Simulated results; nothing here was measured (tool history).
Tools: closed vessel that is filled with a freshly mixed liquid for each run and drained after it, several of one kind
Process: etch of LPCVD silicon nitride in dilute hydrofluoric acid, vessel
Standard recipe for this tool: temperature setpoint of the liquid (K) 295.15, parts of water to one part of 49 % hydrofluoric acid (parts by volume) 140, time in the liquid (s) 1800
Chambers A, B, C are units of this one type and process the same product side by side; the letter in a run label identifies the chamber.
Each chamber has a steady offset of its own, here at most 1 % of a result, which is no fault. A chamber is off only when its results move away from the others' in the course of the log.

run   hour  temperature setpoint of the liquid (K)  parts of water to one part of 49 % hydrofluoric acid (parts by volume)  time in the liquid (s)  hours since the thermometer was replaced  hours since the hydrofluoric acid flow meter was replaced  read-back film thickness of the LPCVD silicon nitride reference wafer, read on the same gauge (nm)  thickness taken off the LPCVD silicon nitride on a monitor wafer (angstrom)
 1A    5.3                                  295.15                                                                     140                    1800                                     409.3                                                     1217.0                                                                                              60.028                                                                       54.310
 2B   10.3                                  295.15                                                                     140                    1800                                    1542.9                                                      131.3                                                                                              59.955                                                                       54.913
 3C   13.3                                  295.15                                                                     140                    1800                                      91.5                                                      940.2                                                                                              60.012                                                                       54.789
 4C   18.3                                  295.15                                                                     140                    1800                                      96.5                                                      945.2                                                                                              60.023                                                                       54.729
 5A   21.7                                  295.15                                                                     140                    1800                                     425.7                                                     1233.4                                                                                              59.995                                                                       54.323
 6B   24.7                                  295.15                                                                     140                    1800                                    1557.3                                                      145.7                                                                                              59.975                                                                       55.084
 7A   27.6                                  295.15                                                                     140                    1800                                     431.6                                                     1239.3                                                                                              59.926                                                                       54.736
 8B   33.5                                  295.15                                                                     140                    1800                                    1566.1                                                      154.5                                                                                              59.966                                                                       55.282
      37.4  -- chamber C: hydrofluoric acid flow meter replaced
 9C   38.9                                  295.15                                                                     140                    1800                                     117.1                                                        1.5                                                                                              60.031                                                                       54.600
10C   44.5                                  295.15                                                                     140                    1800                                     122.7                                                        7.1                                                                                              59.998                                                                       54.674
11B   49.1                                  298.15                                                                     140                     865                                    1581.7                                                      170.1                                                                                              59.984                                                                       31.798
12A   52.2                                  298.15                                                                     140                     865                                     456.2                                                     1263.9                                                                                              60.017                                                                       32.266
13C   55.1                                  298.15                                                                     140                     865                                     133.3                                                       17.7                                                                                              59.958                                                                       31.677
14A   59.2                                  295.15                                                                     140                    1800                                     463.2                                                     1270.9                                                                                              60.014                                                                       54.975
15B   63.6                                  295.15                                                                     140                    1800                                    1596.2                                                      184.6                                                                                              59.978                                                                       55.153
16C   67.6                                  295.15                                                                     140                    1800                                     145.8                                                       30.2                                                                                              60.021                                                                       54.725
17A   71.0                                  295.15                                                                     140                    1800                                     475.0                                                     1282.7                                                                                              60.035                                                                       54.411
18B   77.4                                  295.15                                                                      85                    2620                                    1610.0                                                      198.4                                                                                              59.987                                                                      133.820
19B   81.5                                  295.15                                                                      85                    2620                                    1614.1                                                      202.5                                                                                              60.009                                                                      137.440
20A   87.3                                  295.15                                                                      85                    2620                                     491.3                                                     1299.0                                                                                              59.971                                                                      130.740
21C   93.2                                  295.15                                                                     140                    1800                                     171.4                                                       55.8                                                                                              60.017                                                                       53.752
22A   97.1                                  295.15                                                                     140                    1800                                     501.1                                                     1308.8                                                                                              60.009                                                                       54.180
23B  102.6                                  295.15                                                                     140                    1800                                    1635.2                                                      223.6                                                                                              59.970                                                                       57.960
24C  109.1                                  295.15                                                                     140                    1800                                     187.3                                                       71.7                                                                                              59.968                                                                       54.692
25B  112.0                                  295.15                                                                     140                    1800                                    1644.6                                                      233.0                                                                                              60.006                                                                       58.466
26A  118.1                                  295.15                                                                     140                    1800                                     522.1                                                     1329.8                                                                                              59.955                                                                       55.058
27C  121.4                                  295.15                                                                     140                    1800                                     199.6                                                       84.0                                                                                              59.996                                                                       54.403
28B  127.3                                  295.15                                                                     140                    1800                                    1659.9                                                      248.3                                                                                              60.003                                                                       59.750
29A  132.4                                  295.15                                                                      80                    1800                                     536.4                                                     1344.1                                                                                              60.015                                                                       94.133

Read the log: is a single chamber off, either drifting away or since a service, is the gauge that measures every chamber drifting, or is nothing wrong beyond small per-chamber offsets? Name any odd chamber and what most likely caused it.

Chamber B drifts away from the others.
What lies behind it: liquid hotter than its thermometer reads (K) = 1.35.
The log may not separate it from: hydrofluoric acid flow above the setpoint (%).

Below are 4 candidate recipes for chamber B's next run, each the usual settings with a change, their results shown as question marks. Which of them brings B's results back in line with what the other chambers give on the usual settings?
Maximum distance from the other chambers' mean on the usual settings for a result to count as in line: thickness taken off the LPCVD silicon nitride on a monitor wafer (angstrom) 1.400
30B-1  137.0                                  295.15                                                                     145                    1705                                                                                                                                                                                                                                                                                     ?
30B-2  137.0                                  295.15                                                                     140                    1970                                                                                                                                                                                                                                                                                     ?
30B-3  137.0                                  295.15                                                                     140                    1735                                                                                                                                                                                                                                                                                     ?
30B-4  137.0                                  295.15                                                                     135                    1800                                                                                                                                                                                                                                                                                     ?

On the usual settings, the other chambers give on average: thickness taken off the LPCVD silicon nitride on a monitor wafer (angstrom) 54.733
  run  thickness taken off the LPCVD silicon nitride on a monitor wafer (angstrom)
30B-1                                                                       54.975
30B-2                                                                       65.782
30B-3                                                                       57.935
30B-4                                                                       62.326
Change 30B-1 lands the chamber within the allowed miss of the other chambers.
